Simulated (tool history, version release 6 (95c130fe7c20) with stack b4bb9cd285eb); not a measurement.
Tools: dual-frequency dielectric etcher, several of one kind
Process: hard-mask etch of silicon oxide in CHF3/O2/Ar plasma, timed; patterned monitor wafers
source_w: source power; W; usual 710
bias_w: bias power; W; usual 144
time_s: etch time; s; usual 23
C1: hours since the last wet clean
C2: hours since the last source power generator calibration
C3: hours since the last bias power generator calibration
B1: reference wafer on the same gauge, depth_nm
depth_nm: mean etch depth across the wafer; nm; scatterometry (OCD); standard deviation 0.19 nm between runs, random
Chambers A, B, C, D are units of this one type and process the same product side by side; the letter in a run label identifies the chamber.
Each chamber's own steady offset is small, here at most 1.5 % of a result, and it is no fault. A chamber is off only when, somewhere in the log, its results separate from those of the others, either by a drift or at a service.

Run 1C, hour 11.6: usual settings; C1 354.3; C2 838.1; C3 1018.7; B1 53.005. Result: depth_nm 44.765 nm.
Run 2A, hour 21.9: usual settings; C1 52.2; C2 1281.0; C3 591.2; B1 52.971. Result: depth_nm 45.141 nm.
Run 3D, hour 32.4: usual settings; C1 512.4; C2 809.2; C3 1640.6; B1 53.055. Result: depth_nm 45.917 nm.
Run 4B, hour 41.3: usual settings; C1 133.5; C2 1821.2; C3 2490.8; B1 52.989. Result: depth_nm 45.231 nm.
Run 5A, hour 57.3: usual settings; C1 87.6; C2 1316.4; C3 626.6; B1 53.050. Result: depth_nm 45.511 nm.
Run 6B, hour 72.2: usual settings; C1 164.4; C2 1852.1; C3 2521.7; B1 53.012. Result: depth_nm 45.084 nm.
Run 7C, hour 83.8: usual settings but time_s 18 s; C1 426.5; C2 910.3; C3 1090.9; B1 52.993. Result: depth_nm 35.265 nm.
Run 8D, hour 96.4: usual settings but time_s 18 s; C1 576.4; C2 873.2; C3 1704.6; B1 53.048. Result: depth_nm 35.787 nm.
Run 9D, hour 103.9: usual settings but time_s 18 s; C1 583.9; C2 880.7; C3 1712.1; B1 53.015. Result: depth_nm 35.774 nm.
Run 10A, hour 119.2: usual settings but time_s 18 s; C1 149.5; C2 1378.3; C3 688.5; B1 53.010. Result: depth_nm 35.199 nm.
Run 11B, hour 133.0: usual settings; C1 225.2; C2 1912.9; C3 2582.5; B1 53.055. Result: depth_nm 45.047 nm.
Run 12C, hour 146.2: usual settings; C1 488.9; C2 972.7; C3 1153.3; B1 53.088. Result: depth_nm 45.101 nm.
Run 13C, hour 153.9: usual settings; C1 496.6; C2 980.4; C3 1161.0; B1 52.981. Result: depth_nm 45.176 nm.
Run 14B, hour 162.6: usual settings; C1 254.8; C2 1942.5; C3 2612.1; B1 53.057. Result: depth_nm 45.108 nm.
At hour 163.6: chamber B: bias power generator calibrated.
Run 15A, hour 178.1: usual settings but bias_w 175 W, time_s 20 s; C1 208.4; C2 1437.2; C3 747.4; B1 52.973. Result: depth_nm 41.847 nm.
Run 16D, hour 186.0: usual settings but bias_w 175 W, time_s 20 s; C1 666.0; C2 962.8; C3 1794.2; B1 52.972. Result: depth_nm 42.374 nm.
Run 17C, hour 199.5: usual settings but bias_w 175 W, time_s 20 s; C1 542.2; C2 1026.0; C3 1206.6; B1 52.975. Result: depth_nm 41.432 nm.
At hour 211.4: chamber D: wet clean of the chamber.
Run 18B, hour 211.9: usual settings but bias_w 175 W, time_s 20 s; C1 304.1; C2 1991.8; C3 48.3; B1 53.030. Result: depth_nm 41.568 nm.
Run 19A, hour 226.8: usual settings; C1 257.1; C2 1485.9; C3 796.1; B1 53.016. Result: depth_nm 45.426 nm.
Run 20D, hour 237.7: usual settings; C1 26.3; C2 1014.5; C3 1845.9; B1 52.934. Result: depth_nm 45.694 nm.
At hour 246.8: chamber C: wet clean of the chamber.
Run 21D, hour 252.0: usual settings; C1 40.6; C2 1028.8; C3 1860.2; B1 53.038. Result: depth_nm 45.531 nm.
Run 22B, hour 262.1: usual settings; C1 354.3; C2 2042.0; C3 98.5; B1 52.984. Result: depth_nm 44.970 nm.
At hour 269.2: chamber B: wet clean of the chamber.
Run 23C, hour 269.2: usual settings; C1 22.5; C2 1095.7; C3 1276.3; B1 52.980. Result: depth_nm 45.043 nm.
Run 24A, hour 282.8: usual settings; C1 313.1; C2 1541.9; C3 852.1; B1 52.971. Result: depth_nm 45.523 nm.
Run 25D, hour 292.1: usual settings; C1 80.7; C2 1068.9; C3 1900.3; B1 52.942. Result: depth_nm 45.784 nm.
Run 26B, hour 307.7: usual settings but bias_w 117 W, time_s 30 s; C1 38.5; C2 2087.6; C3 144.1; B1 53.067. Result: depth_nm 54.663 nm.
Run 27A, hour 321.3: usual settings but bias_w 117 W, time_s 30 s; C1 351.6; C2 1580.4; C3 890.6; B1 53.048. Result: depth_nm 55.508 nm.

Is one chamber out of step, is the gauge drifting, or do the chambers differ by no more than their own small offsets? For an off chamber, give its letter and the likeliest cause.

Neither any chamber nor the gauge drifts; the chambers differ only by their own small, steady offsets.
